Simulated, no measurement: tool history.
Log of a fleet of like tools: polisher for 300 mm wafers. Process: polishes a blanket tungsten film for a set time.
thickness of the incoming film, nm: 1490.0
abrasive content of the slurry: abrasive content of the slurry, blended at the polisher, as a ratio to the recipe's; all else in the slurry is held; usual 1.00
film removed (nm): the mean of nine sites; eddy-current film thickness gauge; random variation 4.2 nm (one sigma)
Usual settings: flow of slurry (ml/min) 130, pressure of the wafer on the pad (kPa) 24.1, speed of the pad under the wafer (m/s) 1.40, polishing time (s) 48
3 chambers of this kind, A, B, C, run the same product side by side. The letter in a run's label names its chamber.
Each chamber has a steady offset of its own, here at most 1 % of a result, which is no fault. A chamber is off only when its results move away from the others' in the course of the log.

run	hour	flow of slurry (ml/min)	pressure of the wafer on the pad (kPa)	speed of the pad under the wafer (m/s)	abrasive content of the slurry	polishing time (s)	wafers polished on this pad	hours since the slurry nozzle was cleaned	hours since the head pressure was calibrated	hours since the slurry blender was calibrated	hours since the slurry got fresh peroxide	film removed (nm)
1B	3.2	130	24.1	1.40	1.00	48	260	295.0	35.7	95.7	150.9	303.63
# hour 7.3: chamber B: slurry tank refilled with fresh slurry and peroxide
2A	8.0	130	24.1	1.40	1.00	48	139	226.4	344.7	339.0	160.5	297.82
3C	11.4	130	24.1	1.40	1.00	48	1172	613.0	773.0	259.9	33.6	305.67
4A	16.0	130	24.1	1.40	1.00	48	186	234.4	352.7	347.0	168.5	300.21
# hour 16.6: chamber A: slurry tank refilled with fresh slurry and peroxide
5B	21.0	130	24.1	1.40	1.00	48	365	312.8	53.5	113.5	13.8	294.46
6C	23.7	130	24.1	1.40	1.00	48	1245	625.3	785.3	272.2	45.9	295.92
# hour 26.3: chamber C: worn pad replaced by a new one
# hour 28.2: chamber A: slurry nozzle cleaned
7A	29.4	130	24.1	1.40	1.00	48	265	1.3	366.1	360.4	12.9	302.33
8C	33.2	130	24.1	1.40	1.00	48	41	634.8	794.8	281.7	55.4	301.41
# hour 33.9: chamber A: head pressure recalibrated
9B	38.9	130	24.1	1.40	1.00	48	471	330.7	71.4	131.4	31.7	301.59
10B	42.2	130	24.1	1.40	1.00	48	490	334.0	74.7	134.7	35.0	303.95
11A	46.9	130	24.1	1.40	1.00	48	368	18.8	13.0	377.9	30.4	308.84
12C	51.9	130	24.1	1.40	1.00	48	151	653.5	813.5	300.4	74.1	290.42
13C	56.1	130	24.1	1.40	1.00	48	176	657.7	817.7	304.6	78.3	294.67
14A	61.1	130	20.7	1.40	1.25	48	452	33.0	27.2	392.1	44.6	272.41
15B	63.9	130	20.7	1.40	1.25	48	618	355.7	96.4	156.4	56.7	278.17
16B	66.6	130	20.7	1.40	1.25	48	634	358.4	99.1	159.1	59.4	274.52
# hour 68.2: chamber B: slurry nozzle cleaned
17A	71.1	130	24.1	1.40	1.00	48	511	43.0	37.2	402.1	54.6	307.05
18C	76.1	130	24.1	1.40	1.00	48	294	677.7	837.7	324.6	98.3	287.75
19B	80.3	130	18.6	1.18	1.00	48	715	12.2	112.8	172.8	73.1	191.99
20C	86.3	130	18.6	1.18	1.00	48	354	687.9	847.9	334.8	108.5	182.82
21A	90.3	130	18.6	1.18	1.00	48	624	62.2	56.4	421.3	73.8	191.68
22A	93.2	130	24.1	1.40	1.00	48	642	65.1	59.3	424.2	76.7	307.42
# hour 95.4: chamber C: slurry blender recalibrated
23C	98.5	130	24.1	1.40	1.00	48	426	700.1	860.1	3.1	120.7	269.54
24B	103.4	130	24.1	1.40	1.00	48	851	35.3	135.9	195.9	96.2	300.13
25B	107.8	130	24.1	1.40	1.00	48	877	39.7	140.3	200.3	100.6	307.59
26C	113.8	130	24.1	1.40	1.00	48	516	715.4	875.4	18.4	136.0	266.75
27A	118.8	130	24.1	1.40	0.75	58	793	90.7	84.9	449.8	102.3	337.56
# hour 121.0: chamber C: head pressure recalibrated
28A	122.6	130	24.1	1.40	0.75	58	815	94.5	88.7	453.6	106.1	344.05
29C	128.2	130	24.1	1.40	0.75	58	601	729.8	7.2	32.8	150.4	298.42
30B	131.6	130	24.1	1.40	1.00	48	1018	63.5	164.1	224.1	124.4	309.60
31C	137.1	130	24.1	1.40	1.00	48	654	738.7	16.1	41.7	159.3	263.70
32A	143.0	130	24.1	1.40	1.00	48	935	114.9	109.1	474.0	126.5	309.87
# hour 145.3: chamber B: slurry tank refilled with fresh slurry and peroxide
33B	145.9	130	24.1	1.66	1.00	61	1102	77.8	178.4	238.4	0.7	458.88
34A	149.4	130	24.1	1.66	1.00	61	973	121.3	115.5	480.4	132.9	459.33
35C	153.4	130	24.1	1.66	1.00	61	750	755.0	32.4	58.0	175.6	383.35

Next, every chamber runs the same settings. What will each give?
36A	157.7	130	24.1	1.40	1.00	48						?
36B	157.7	130	24.1	1.40	1.00	48						?
36C	157.7	130	24.1	1.40	1.00	48						?

run	film removed (nm)
36A	308.59
36B	312.79
36C	245.70
